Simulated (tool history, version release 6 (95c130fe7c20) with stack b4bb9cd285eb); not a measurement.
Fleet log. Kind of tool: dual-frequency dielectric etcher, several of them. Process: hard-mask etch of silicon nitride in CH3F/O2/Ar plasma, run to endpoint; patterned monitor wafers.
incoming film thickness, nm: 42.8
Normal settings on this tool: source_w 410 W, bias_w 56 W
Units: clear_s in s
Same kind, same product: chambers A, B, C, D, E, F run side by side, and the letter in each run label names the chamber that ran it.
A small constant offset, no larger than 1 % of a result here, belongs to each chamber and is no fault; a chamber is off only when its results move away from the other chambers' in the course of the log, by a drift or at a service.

run   hour  source_w  bias_w  clear_s
 1B    4.8       410      56   67.475
 2C    9.2       410      56   66.645
 3F   14.5       410      56   66.624
 4A   18.4       410      56   66.537
 5D   22.8       410      56   66.688
 6E   26.6       410      56   66.101
 7F   29.5       410      56   67.301
 8C   33.9       410      56   66.942
 9E   38.5       440      68   60.896
10B   43.9       440      68   61.366
11D   47.4       440      68   60.541
12A   51.5       440      68   60.589
13D   57.1       440      68   60.926
14E   61.6       440      68   60.792
15C   67.3       460      47   68.125
16F   72.0       460      47   67.496
17A   74.8       460      47   66.660
18B   78.1       460      47   68.095
19A   82.2       460      47   66.450
20E   87.6       460      47   67.434
21B   92.9       410      56   66.870
22F   95.9       410      56   67.047
23C   98.4       410      56   66.660
24D  101.6       410      56   66.478
     104.0  -- chamber A: wet clean of the chamber
25A  105.3       410      56   66.472
26E  110.4       410      56   66.290
     114.8  -- chamber B: wet clean of the chamber
27F  115.8       410      56   66.689
28B  120.6       410      56   67.327
29D  125.7       480      50   65.078
30C  128.4       480      50   65.235
31B  132.5       480      50   65.497
32E  137.1       480      50   64.946
33C  140.0       480      50   65.352
34A  144.5       480      50   64.954
35F  148.9       410      56   67.091
36D  151.5       410      56   66.697
37D  155.0       410      56   67.138

Read the log: is a single chamber off, either drifting away or since a service, is the gauge that measures every chamber drifting, or is nothing wrong beyond small per-chamber offsets? Name any odd chamber and what most likely caused it.

All chambers stay in line apart from their small fixed offsets, and the gauge does not drift.

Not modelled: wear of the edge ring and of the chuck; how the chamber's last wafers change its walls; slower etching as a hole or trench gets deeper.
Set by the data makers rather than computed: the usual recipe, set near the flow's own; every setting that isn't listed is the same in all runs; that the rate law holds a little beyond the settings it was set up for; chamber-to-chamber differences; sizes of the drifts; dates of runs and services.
